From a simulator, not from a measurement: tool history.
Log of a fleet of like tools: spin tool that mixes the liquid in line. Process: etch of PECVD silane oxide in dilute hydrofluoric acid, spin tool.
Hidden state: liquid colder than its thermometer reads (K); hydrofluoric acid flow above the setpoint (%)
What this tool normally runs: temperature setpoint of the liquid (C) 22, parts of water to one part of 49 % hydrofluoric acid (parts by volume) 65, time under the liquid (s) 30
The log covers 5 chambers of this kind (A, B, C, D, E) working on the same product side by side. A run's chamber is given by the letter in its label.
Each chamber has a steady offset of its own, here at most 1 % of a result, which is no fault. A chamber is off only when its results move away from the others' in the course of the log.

| run | hour | temperature setpoint of the liquid (C) | parts of water to one part of 49 % hydrofluoric acid (parts by volume) | time under the liquid (s) | hours since the thermometer was replaced | hours since the hydrofluoric acid flow meter was replaced | read-back film thickness of the PECVD silane oxide reference wafer, read on the same gauge (nm) | thickness taken off the PECVD silane oxide on a monitor wafer (Å) |
|---|---|---|---|---|---|---|---|---|
| 1A | 7.9 | 22 | 65 | 30 | 1891.1 | 544.8 | 59.978 | 115.380 |
| 2D | 16.9 | 22 | 65 | 30 | 1036.0 | 734.5 | 60.022 | 116.360 |
| 3E | 23.1 | 22 | 65 | 30 | 1165.6 | 1941.7 | 59.996 | 116.320 |
| 4C | 32.9 | 22 | 65 | 30 | 315.0 | 302.3 | 60.006 | 115.390 |
| 5B | 44.1 | 22 | 65 | 30 | 660.3 | 473.0 | 60.007 | 115.360 |
| 6E | 52.9 | 22 | 65 | 30 | 1195.4 | 1971.5 | 59.994 | 115.700 |
| 7A | 58.7 | 22 | 65 | 30 | 1941.9 | 595.6 | 59.998 | 114.460 |
| 8C | 70.6 | 22 | 65 | 30 | 352.7 | 340.0 | 60.011 | 115.340 |
| 9D | 78.1 | 22 | 65 | 30 | 1097.2 | 795.7 | 59.992 | 115.410 |
| 10B | 86.1 | 22 | 65 | 30 | 702.3 | 515.0 | 59.985 | 117.480 |
| 11C | 95.4 | 22 | 65 | 30 | 377.5 | 364.8 | 59.994 | 115.790 |
| 12E | 107.4 | 22 | 65 | 40 | 1249.9 | 2026.0 | 59.985 | 156.650 |
| 13D | 117.9 | 22 | 65 | 40 | 1137.0 | 835.5 | 60.005 | 152.020 |
| 14B | 128.8 | 22 | 65 | 40 | 745.0 | 557.7 | 60.011 | 152.900 |
| 15A | 134.1 | 22 | 65 | 40 | 2017.3 | 671.0 | 59.999 | 153.100 |
| 16D | 140.1 | 22 | 65 | 40 | 1159.2 | 857.7 | 59.997 | 150.340 |
| 17A | 146.1 | 22 | 65 | 30 | 2029.3 | 683.0 | 59.990 | 116.090 |
| 18B | 156.2 | 22 | 65 | 30 | 772.4 | 585.1 | 59.984 | 115.350 |
|  | 157.0 | chamber B: hydrofluoric acid flow meter replaced |
| 19C | 166.0 | 22 | 65 | 15 | 448.1 | 435.4 | 59.998 | 57.086 |
| 20E | 174.8 | 22 | 65 | 15 | 1317.3 | 2093.4 | 60.009 | 58.483 |
| 21E | 182.8 | 22 | 65 | 15 | 1325.3 | 2101.4 | 59.995 | 58.095 |
| 22B | 189.2 | 22 | 65 | 15 | 805.4 | 32.2 | 59.981 | 58.063 |
| 23A | 200.7 | 22 | 65 | 15 | 2083.9 | 737.6 | 60.011 | 57.246 |
|  | 201.5 | chamber C: hydrofluoric acid flow meter replaced |
| 24C | 212.3 | 27 | 65 | 30 | 494.4 | 10.8 | 60.004 | 139.200 |
| 25D | 218.8 | 27 | 65 | 30 | 1237.9 | 936.4 | 59.996 | 146.780 |
|  | 223.7 | chamber D: thermometer replaced |
| 26E | 229.7 | 27 | 65 | 30 | 1372.2 | 2148.3 | 60.010 | 142.010 |
| 27C | 241.3 | 27 | 65 | 30 | 523.4 | 39.8 | 60.024 | 139.630 |
| 28D | 247.6 | 27 | 65 | 30 | 23.9 | 965.2 | 59.982 | 148.300 |
| 29A | 255.3 | 22 | 65 | 30 | 2138.5 | 792.2 | 59.978 | 115.210 |
| 30B | 262.6 | 22 | 65 | 30 | 878.8 | 105.6 | 59.993 | 116.700 |
| 31A | 269.7 | 22 | 65 | 30 | 2152.9 | 806.6 | 60.004 | 114.320 |
| 32B | 275.6 | 22 | 65 | 30 | 891.8 | 118.6 | 59.985 | 115.720 |
| 33D | 284.6 | 22 | 65 | 30 | 60.9 | 1002.2 | 60.009 | 121.860 |
| 34E | 292.0 | 22 | 65 | 30 | 1434.5 | 2210.6 | 60.002 | 117.810 |
| 35C | 303.2 | 22 | 65 | 30 | 585.3 | 101.7 | 59.997 | 114.890 |
| 36E | 309.3 | 22 | 65 | 15 | 1451.8 | 2227.9 | 60.013 | 57.669 |
| 37A | 315.3 | 22 | 65 | 15 | 2198.5 | 852.2 | 60.007 | 57.211 |
| 38D | 324.5 | 22 | 65 | 15 | 100.8 | 1042.1 | 60.003 | 62.342 |
| 39B | 336.5 | 22 | 65 | 15 | 952.7 | 179.5 | 60.009 | 56.922 |
| 40C | 343.5 | 22 | 65 | 15 | 625.6 | 142.0 | 60.009 | 57.373 |
| 41D | 355.0 | 22 | 65 | 30 | 131.3 | 1072.6 | 60.006 | 124.100 |
| 42C | 364.3 | 22 | 65 | 30 | 646.4 | 162.8 | 59.999 | 114.770 |
| 43E | 372.9 | 22 | 65 | 30 | 1515.4 | 2291.5 | 60.003 | 117.200 |

One chamber off, gauge drift, or nothing amiss beyond the chambers' own small offsets? If it is a chamber, which one, and what is the likeliest cause?

Chamber D drifts away from the others.
What lies behind it: hydrofluoric acid flow above the setpoint (%) = 10.2.

Below are 4 candidate recipes for chamber D's next run, each the usual settings with a change, their results shown as question marks. Which of them brings D's results back in line with what the other chambers give on the usual settings?
Maximum distance from the other chambers' mean on the usual settings for a result to count as in line: thickness taken off the PECVD silane oxide on a monitor wafer (Å) 3.700
| 44D-1 | 381.6 | 21.5 | 75 | 30 |  |  |  | ? |
| 44D-2 | 381.6 | 22.5 | 60 | 30 |  |  |  | ? |
| 44D-3 | 381.6 | 19.5 | 65 | 30 |  |  |  | ? |
| 44D-4 | 381.6 | 22.5 | 65 | 35 |  |  |  | ? |

Other chambers, usual settings, mean: thickness taken off the PECVD silane oxide on a monitor wafer (Å) 115.500
| run | thickness taken off the PECVD silane oxide on a monitor wafer (Å) |
|---|---|
| 44D-1 | 107.170 |
| 44D-2 | 142.140 |
| 44D-3 | 114.920 |
| 44D-4 | 152.150 |
44D-3 is the one that brings the chamber's results back in line with the other chambers.

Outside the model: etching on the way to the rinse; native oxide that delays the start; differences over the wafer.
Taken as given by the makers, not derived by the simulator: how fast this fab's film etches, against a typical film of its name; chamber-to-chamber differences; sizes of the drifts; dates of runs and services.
